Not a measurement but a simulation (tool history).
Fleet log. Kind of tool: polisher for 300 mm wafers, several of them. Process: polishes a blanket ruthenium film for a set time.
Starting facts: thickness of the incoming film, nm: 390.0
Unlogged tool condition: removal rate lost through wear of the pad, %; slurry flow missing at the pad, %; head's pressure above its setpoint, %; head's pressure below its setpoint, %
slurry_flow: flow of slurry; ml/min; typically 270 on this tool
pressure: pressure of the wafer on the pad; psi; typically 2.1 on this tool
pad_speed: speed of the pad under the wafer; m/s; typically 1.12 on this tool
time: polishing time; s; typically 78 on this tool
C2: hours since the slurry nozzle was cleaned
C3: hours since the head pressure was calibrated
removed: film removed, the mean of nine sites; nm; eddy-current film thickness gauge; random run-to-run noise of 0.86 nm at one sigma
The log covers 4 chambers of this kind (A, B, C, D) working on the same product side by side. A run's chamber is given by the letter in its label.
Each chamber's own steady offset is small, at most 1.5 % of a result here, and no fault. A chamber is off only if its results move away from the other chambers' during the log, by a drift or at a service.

Run 1A, hour 7.1: usual settings; wafers polished on this pad 168; C2 236.4; C3 486.1. Result: removed 100.97 nm.
Run 2B, hour 17.7: usual settings; wafers polished on this pad 839; C2 574.6; C3 1067.8. Result: removed 99.92 nm.
Run 3D, hour 24.9: usual settings; wafers polished on this pad 369; C2 282.1; C3 884.1. Result: removed 97.616 nm.
Run 4C, hour 35.3: usual settings; wafers polished on this pad 579; C2 45.4; C3 165.4. Result: removed 97.808 nm.
Run 5A, hour 43.4: usual settings; wafers polished on this pad 432; C2 272.7; C3 522.4. Result: removed 99.342 nm.
At hour 45.2: chamber D: head pressure recalibrated.
Run 6C, hour 49.2: usual settings; wafers polished on this pad 680; C2 59.3; C3 179.3. Result: removed 98.276 nm.
Run 7B, hour 54.9: usual settings; wafers polished on this pad 1110; C2 611.8; C3 1105. Result: removed 98.799 nm.
At hour 59.6: chamber B: worn pad replaced by a new one.
Run 8D, hour 62: usual settings but slurry_flow 240 ml/min, pad_speed 0.98 m/s; wafers polished on this pad 639; C2 319.2; C3 16.8. Result: removed 84.37 nm.
At hour 65.4: chamber A: worn pad replaced by a new one.
Run 9C, hour 68.4: usual settings but slurry_flow 240 ml/min, pad_speed 0.98 m/s; wafers polished on this pad 820; C2 78.5; C3 198.5. Result: removed 83.615 nm.
Run 10D, hour 79.5: usual settings but slurry_flow 240 ml/min, pad_speed 0.98 m/s; wafers polished on this pad 767; C2 336.7; C3 34.3. Result: removed 85.191 nm.
Run 11B, hour 84.9: usual settings but slurry_flow 240 ml/min, pad_speed 0.98 m/s; wafers polished on this pad 184; C2 641.8; C3 1135. Result: removed 85.875 nm.
Run 12A, hour 94.9: usual settings; wafers polished on this pad 215; C2 324.2; C3 573.9. Result: removed 97.173 nm.
At hour 98: chamber D: worn pad replaced by a new one.
At hour 99.3: chamber C: worn pad replaced by a new one.
Run 13B, hour 107.3: usual settings; wafers polished on this pad 347; C2 664.2; C3 1157.4. Result: removed 99.493 nm.
Run 14A, hour 116.7: usual settings; wafers polished on this pad 374; C2 346; C3 595.7. Result: removed 98.835 nm.
Run 15D, hour 122.5: usual settings; wafers polished on this pad 178; C2 379.7; C3 77.3. Result: removed 97.941 nm.
Run 16C, hour 130.2: usual settings but slurry_flow 320 ml/min, pressure 2.5 psi; wafers polished on this pad 225; C2 140.3; C3 260.3. Result: removed 116.37 nm.
Run 17C, hour 139.8: usual settings but slurry_flow 320 ml/min, pressure 2.5 psi; wafers polished on this pad 295; C2 149.9; C3 269.9. Result: removed 113.62 nm.
At hour 146.1: chamber A: worn pad replaced by a new one.
Run 18A, hour 149.1: usual settings but slurry_flow 320 ml/min, pressure 2.5 psi; wafers polished on this pad 22; C2 378.4; C3 628.1. Result: removed 120.12 nm.
Run 19D, hour 157.1: usual settings but slurry_flow 320 ml/min, pressure 2.5 psi; wafers polished on this pad 430; C2 414.3; C3 111.9. Result: removed 120.03 nm.
Run 20B, hour 168.1: usual settings; wafers polished on this pad 790; C2 725; C3 1218.2. Result: removed 99.875 nm.
At hour 177.8: chamber B: slurry nozzle cleaned.
Run 21A, hour 178.4: usual settings; wafers polished on this pad 235; C2 407.7; C3 657.4. Result: removed 98.555 nm.
Run 22B, hour 186.1: usual settings; wafers polished on this pad 921; C2 8.3; C3 1236.2. Result: removed 99.549 nm.
Run 23D, hour 192: usual settings but pressure 2.8 psi, time 55 s; wafers polished on this pad 685; C2 449.2; C3 146.8. Result: removed 93.372 nm.
At hour 197.6: chamber D: worn pad replaced by a new one.
Run 24C, hour 199.4: usual settings but pressure 2.8 psi, time 55 s; wafers polished on this pad 730; C2 209.5; C3 329.5. Result: removed 89.157 nm.
At hour 210.3: chamber B: worn pad replaced by a new one.
Run 25B, hour 210.7: usual settings but pressure 2.8 psi, time 55 s; wafers polished on this pad 3; C2 32.9; C3 1260.8. Result: removed 92.733 nm.
At hour 211.4: chamber A: worn pad replaced by a new one.
Run 26A, hour 222.3: usual settings but pressure 2.8 psi, time 55 s; wafers polished on this pad 79; C2 451.6; C3 701.3. Result: removed 93.917 nm.
Run 27D, hour 234.1: usual settings; wafers polished on this pad 266; C2 491.3; C3 188.9. Result: removed 98.264 nm.
Run 28C, hour 243.2: usual settings; wafers polished on this pad 1049; C2 253.3; C3 373.3. Result: removed 93.385 nm.
Run 29A, hour 251.7: usual settings; wafers polished on this pad 294; C2 481; C3 730.7. Result: removed 98.931 nm.
At hour 257.2: chamber C: worn pad replaced by a new one.
Run 30D, hour 259.4: usual settings; wafers polished on this pad 450; C2 516.6; C3 214.2. Result: removed 98.252 nm.
Run 31C, hour 268.6: usual settings but slurry_flow 240 ml/min; wafers polished on this pad 83; C2 278.7; C3 398.7. Result: removed 93.644 nm.
Run 32B, hour 279.3: usual settings but slurry_flow 240 ml/min; wafers polished on this pad 503; C2 101.5; C3 1329.4. Result: removed 97.799 nm.
At hour 283.1: chamber A: worn pad replaced by a new one.
Run 33B, hour 287.3: usual settings but slurry_flow 240 ml/min; wafers polished on this pad 561; C2 109.5; C3 1337.4. Result: removed 99.411 nm.
At hour 290.8: chamber A: head pressure recalibrated.
Run 34A, hour 295.6: usual settings but slurry_flow 240 ml/min; wafers polished on this pad 91; C2 524.9; C3 4.8. Result: removed 98.194 nm.
At hour 300.2: chamber D: worn pad replaced by a new one.
At hour 301.3: chamber C: slurry nozzle cleaned.
At hour 302.1: chamber D: slurry nozzle cleaned.
Run 35C, hour 305.6: usual settings; wafers polished on this pad 353; C2 4.4; C3 435.7. Result: removed 92.898 nm.
Run 36D, hour 313.6: usual settings; wafers polished on this pad 97; C2 11.5; C3 268.4. Result: removed 96.95 nm.
Run 37A, hour 321.9: usual settings; wafers polished on this pad 283; C2 551.2; C3 31.1. Result: removed 98.89 nm.
Run 38D, hour 327.8: usual settings; wafers polished on this pad 201; C2 25.7; C3 282.6. Result: removed 97.714 nm.
Run 39B, hour 335: usual settings; wafers polished on this pad 909; C2 157.2; C3 1385.1. Result: removed 100.04 nm.
At hour 340.1: chamber B: worn pad replaced by a new one.
Run 40C, hour 346.2: usual settings; wafers polished on this pad 649; C2 45; C3 476.3. Result: removed 89.23 nm.
At hour 347.6: chamber B: head pressure recalibrated.
Run 41B, hour 351.7: usual settings; wafers polished on this pad 84; C2 173.9; C3 4.1. Result: removed 100.49 nm.
Run 42D, hour 357.2: usual settings; wafers polished on this pad 415; C2 55.1; C3 312. Result: removed 98.47 nm.

What goes on in this fleet: one chamber off, a drifting gauge, or nothing beyond the chambers' own small offsets? Name the chamber and the cause, if any.

It is chamber C that slowly wanders off from its peers.
Cause: head's pressure below its setpoint, % = 7.7.

Which of the 4 candidates below, each the usual settings with something changed and its results left as question marks, puts chamber C back in line with what the other chambers give on the usual settings?
In line means no further than this from the other chambers' mean on the usual settings: removed 3 nm
Run 43C-1, hour 366.1: usual settings but pressure 1.9 psi, time 71 s. Result: removed ?.
Run 43C-2, hour 366.1: usual settings but pressure 2 psi, time 74 s. Result: removed ?.
Run 43C-3, hour 366.1: usual settings but slurry_flow 275 ml/min, pressure 2.3 psi, pad_speed 1.24 m/s. Result: removed ?.
Run 43C-4, hour 366.1: usual settings but pad_speed 1.22 m/s. Result: removed ?.

The other chambers' mean on the usual settings: removed 99.102 nm
  run  removed
43C-1   74.587
43C-2   81.813
43C-3   109.77
43C-4   98.491
Change 43C-4 lands the chamber within the allowed miss of the other chambers.

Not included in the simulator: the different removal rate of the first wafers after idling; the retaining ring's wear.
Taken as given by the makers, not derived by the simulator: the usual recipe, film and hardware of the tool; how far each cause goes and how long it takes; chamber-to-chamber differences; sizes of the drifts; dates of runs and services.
